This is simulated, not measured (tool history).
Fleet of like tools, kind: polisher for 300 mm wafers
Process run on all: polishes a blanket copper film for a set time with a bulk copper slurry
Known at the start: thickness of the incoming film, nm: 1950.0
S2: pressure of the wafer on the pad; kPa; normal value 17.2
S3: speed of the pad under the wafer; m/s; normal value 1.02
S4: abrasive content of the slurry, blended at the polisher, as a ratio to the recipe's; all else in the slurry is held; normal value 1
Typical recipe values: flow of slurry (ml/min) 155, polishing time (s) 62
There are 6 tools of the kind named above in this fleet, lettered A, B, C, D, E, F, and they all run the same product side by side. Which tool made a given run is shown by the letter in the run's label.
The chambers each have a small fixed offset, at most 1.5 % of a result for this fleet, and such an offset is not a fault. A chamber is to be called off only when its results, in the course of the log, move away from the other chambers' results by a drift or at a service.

{"hour": 3.4, "done": "chamber B: worn pad replaced by a new one"}
{"run": "1A", "hour": 8.0, "flow of slurry (ml/min)": 155, "S2": 17.2, "S3": 1.02, "S4": 1, "polishing time (s)": 62, "film removed (angstrom)": 5120.7}
{"hour": 16.6, "done": "chamber E: worn pad replaced by a new one"}
{"hour": 19.4, "done": "chamber F: worn pad replaced by a new one"}
{"run": "2F", "hour": 20.0, "flow of slurry (ml/min)": 155, "S2": 17.2, "S3": 1.02, "S4": 1, "polishing time (s)": 62, "film removed (angstrom)": 5150.4}
{"hour": 23.7, "done": "chamber D: worn pad replaced by a new one"}
{"run": "3D", "hour": 29.0, "flow of slurry (ml/min)": 155, "S2": 17.2, "S3": 1.02, "S4": 1, "polishing time (s)": 62, "film removed (angstrom)": 5110.5}
{"hour": 37.8, "done": "chamber B: slurry nozzle cleaned"}
{"hour": 38.7, "done": "chamber C: worn pad replaced by a new one"}
{"run": "4E", "hour": 41.9, "flow of slurry (ml/min)": 155, "S2": 17.2, "S3": 1.02, "S4": 1, "polishing time (s)": 62, "film removed (angstrom)": 5158.8}
{"run": "5C", "hour": 49.0, "flow of slurry (ml/min)": 155, "S2": 17.2, "S3": 1.02, "S4": 1, "polishing time (s)": 62, "film removed (angstrom)": 5161}
{"hour": 49.5, "done": "chamber C: slurry blender recalibrated"}
{"run": "6B", "hour": 61.7, "flow of slurry (ml/min)": 155, "S2": 17.2, "S3": 1.02, "S4": 1, "polishing time (s)": 62, "film removed (angstrom)": 5165.1}
{"hour": 67.2, "done": "chamber F: slurry nozzle cleaned"}
{"run": "7B", "hour": 68.5, "flow of slurry (ml/min)": 155, "S2": 17.2, "S3": 1.02, "S4": 1, "polishing time (s)": 62, "film removed (angstrom)": 5190.4}
{"run": "8D", "hour": 79.7, "flow of slurry (ml/min)": 155, "S2": 17.2, "S3": 1.02, "S4": 1, "polishing time (s)": 62, "film removed (angstrom)": 5159.5}
{"run": "9F", "hour": 93.0, "flow of slurry (ml/min)": 155, "S2": 17.2, "S3": 1.02, "S4": 1, "polishing time (s)": 62, "film removed (angstrom)": 5108.7}
{"hour": 98.2, "done": "chamber F: worn pad replaced by a new one"}
{"run": "10C", "hour": 100.4, "flow of slurry (ml/min)": 155, "S2": 17.2, "S3": 1.02, "S4": 1, "polishing time (s)": 62, "film removed (angstrom)": 5197.7}
{"run": "11A", "hour": 106.3, "flow of slurry (ml/min)": 155, "S2": 17.2, "S3": 1.02, "S4": 1, "polishing time (s)": 62, "film removed (angstrom)": 5110.8}
{"hour": 107.0, "done": "chamber A: slurry blender recalibrated"}
{"hour": 107.6, "done": "chamber C: worn pad replaced by a new one"}
{"hour": 115.0, "done": "chamber E: head pressure recalibrated"}
{"run": "12E", "hour": 117.3, "flow of slurry (ml/min)": 155, "S2": 17.2, "S3": 1.02, "S4": 1, "polishing time (s)": 62, "film removed (angstrom)": 5133.5}
{"hour": 118.3, "done": "chamber B: worn pad replaced by a new one"}
{"hour": 125.4, "done": "chamber A: worn pad replaced by a new one"}
{"run": "13E", "hour": 129.6, "flow of slurry (ml/min)": 155, "S2": 17.2, "S3": 1.02, "S4": 1, "polishing time (s)": 62, "film removed (angstrom)": 5142.6}
{"run": "14A", "hour": 136.1, "flow of slurry (ml/min)": 155, "S2": 17.2, "S3": 1.02, "S4": 1, "polishing time (s)": 62, "film removed (angstrom)": 5120.1}
{"run": "15F", "hour": 143.8, "flow of slurry (ml/min)": 155, "S2": 17.2, "S3": 1.02, "S4": 1, "polishing time (s)": 62, "film removed (angstrom)": 5139.7}
{"hour": 147.2, "done": "chamber C: slurry blender recalibrated"}
{"hour": 152.8, "done": "chamber F: slurry blender recalibrated"}
{"run": "16C", "hour": 153.8, "flow of slurry (ml/min)": 155, "S2": 17.2, "S3": 1.02, "S4": 1, "polishing time (s)": 62, "film removed (angstrom)": 5103}
{"hour": 155.1, "done": "chamber E: worn pad replaced by a new one"}
{"hour": 159.9, "done": "chamber B: slurry blender recalibrated"}
{"run": "17B", "hour": 159.9, "flow of slurry (ml/min)": 155, "S2": 17.2, "S3": 1.02, "S4": 1, "polishing time (s)": 62, "film removed (angstrom)": 5221.4}
{"run": "18D", "hour": 167.2, "flow of slurry (ml/min)": 155, "S2": 17.2, "S3": 1.02, "S4": 1, "polishing time (s)": 62, "film removed (angstrom)": 5111.1}
{"hour": 171.3, "done": "chamber D: slurry blender recalibrated"}
{"run": "19E", "hour": 176.3, "flow of slurry (ml/min)": 155, "S2": 17.2, "S3": 1.02, "S4": 1, "polishing time (s)": 62, "film removed (angstrom)": 5150.5}
{"hour": 183.4, "done": "chamber C: worn pad replaced by a new one"}
{"run": "20F", "hour": 185.1, "flow of slurry (ml/min)": 155, "S2": 17.2, "S3": 1.02, "S4": 1, "polishing time (s)": 62, "film removed (angstrom)": 5144.1}
{"hour": 195.5, "done": "chamber D: worn pad replaced by a new one"}
{"run": "21D", "hour": 198.4, "flow of slurry (ml/min)": 155, "S2": 17.2, "S3": 1.02, "S4": 1, "polishing time (s)": 62, "film removed (angstrom)": 5149.6}
{"hour": 200.3, "done": "chamber F: worn pad replaced by a new one"}
{"run": "22B", "hour": 207.1, "flow of slurry (ml/min)": 155, "S2": 17.2, "S3": 1.02, "S4": 1, "polishing time (s)": 62, "film removed (angstrom)": 5201.7}
{"run": "23C", "hour": 218.9, "flow of slurry (ml/min)": 155, "S2": 17.2, "S3": 1.02, "S4": 1, "polishing time (s)": 62, "film removed (angstrom)": 5167.6}
{"hour": 228.4, "done": "chamber B: worn pad replaced by a new one"}
{"run": "24A", "hour": 228.8, "flow of slurry (ml/min)": 155, "S2": 17.2, "S3": 1.02, "S4": 1, "polishing time (s)": 62, "film removed (angstrom)": 5134.7}
{"run": "25B", "hour": 240.2, "flow of slurry (ml/min)": 155, "S2": 17.2, "S3": 1.02, "S4": 1.15, "polishing time (s)": 62, "film removed (angstrom)": 5366.2}
{"hour": 244.3, "done": "chamber D: slurry nozzle cleaned"}
{"hour": 250.8, "done": "chamber C: worn pad replaced by a new one"}
{"hour": 251.5, "done": "chamber C: slurry blender recalibrated"}
{"run": "26D", "hour": 253.0, "flow of slurry (ml/min)": 155, "S2": 17.2, "S3": 1.02, "S4": 1.15, "polishing time (s)": 62, "film removed (angstrom)": 5255.6}
{"hour": 256.6, "done": "chamber A: worn pad replaced by a new one"}
{"run": "27A", "hour": 260.4, "flow of slurry (ml/min)": 155, "S2": 17.2, "S3": 1.02, "S4": 1.15, "polishing time (s)": 62, "film removed (angstrom)": 5337.5}
{"run": "28C", "hour": 268.0, "flow of slurry (ml/min)": 155, "S2": 17.2, "S3": 1.02, "S4": 1.15, "polishing time (s)": 62, "film removed (angstrom)": 5279.9}
{"hour": 274.8, "done": "chamber E: slurry blender recalibrated"}
{"hour": 278.0, "done": "chamber F: slurry nozzle cleaned"}
{"run": "29F", "hour": 278.0, "flow of slurry (ml/min)": 155, "S2": 17.2, "S3": 1.02, "S4": 1.15, "polishing time (s)": 62, "film removed (angstrom)": 5314.6}
{"run": "30E", "hour": 286.0, "flow of slurry (ml/min)": 155, "S2": 17.2, "S3": 1.02, "S4": 1.15, "polishing time (s)": 62, "film removed (angstrom)": 5391.9}
{"hour": 293.6, "done": "chamber F: worn pad replaced by a new one"}
{"hour": 298.9, "done": "chamber E: worn pad replaced by a new one"}
{"run": "31E", "hour": 299.4, "flow of slurry (ml/min)": 155, "S2": 17.2, "S3": 1.02, "S4": 1, "polishing time (s)": 62, "film removed (angstrom)": 5201.1}
{"run": "32D", "hour": 312.7, "flow of slurry (ml/min)": 155, "S2": 17.2, "S3": 1.02, "S4": 1, "polishing time (s)": 62, "film removed (angstrom)": 5184}
{"run": "33C", "hour": 324.6, "flow of slurry (ml/min)": 155, "S2": 17.2, "S3": 1.02, "S4": 1, "polishing time (s)": 62, "film removed (angstrom)": 5119}
{"run": "34F", "hour": 336.7, "flow of slurry (ml/min)": 155, "S2": 20, "S3": 1.22, "S4": 1, "polishing time (s)": 62, "film removed (angstrom)": 7108.7}
{"run": "35B", "hour": 345.2, "flow of slurry (ml/min)": 155, "S2": 20, "S3": 1.22, "S4": 1, "polishing time (s)": 62, "film removed (angstrom)": 7183.3}
{"run": "36A", "hour": 357.7, "flow of slurry (ml/min)": 155, "S2": 20, "S3": 1.22, "S4": 1, "polishing time (s)": 62, "film removed (angstrom)": 7063.7}

Each of the 6 chambers runs these same settings next. Fill in every chamber's results:
{"run": "37A", "hour": 367.5, "flow of slurry (ml/min)": 155, "S2": 17.2, "S3": 1.02, "S4": 1, "polishing time (s)": 62, "film removed (angstrom)": "?"}
{"run": "37B", "hour": 367.5, "flow of slurry (ml/min)": 155, "S2": 17.2, "S3": 1.02, "S4": 1, "polishing time (s)": 62, "film removed (angstrom)": "?"}
{"run": "37C", "hour": 367.5, "flow of slurry (ml/min)": 155, "S2": 17.2, "S3": 1.02, "S4": 1, "polishing time (s)": 62, "film removed (angstrom)": "?"}
{"run": "37D", "hour": 367.5, "flow of slurry (ml/min)": 155, "S2": 17.2, "S3": 1.02, "S4": 1, "polishing time (s)": 62, "film removed (angstrom)": "?"}
{"run": "37E", "hour": 367.5, "flow of slurry (ml/min)": 155, "S2": 17.2, "S3": 1.02, "S4": 1, "polishing time (s)": 62, "film removed (angstrom)": "?"}
{"run": "37F", "hour": 367.5, "flow of slurry (ml/min)": 155, "S2": 17.2, "S3": 1.02, "S4": 1, "polishing time (s)": 62, "film removed (angstrom)": "?"}

run=37A film_removed_(angstrom)=5052.1
run=37B film_removed_(angstrom)=5170.9
run=37C film_removed_(angstrom)=5126.6
run=37D film_removed_(angstrom)=5105.3
run=37E film_removed_(angstrom)=5165.3
run=37F film_removed_(angstrom)=5174.7
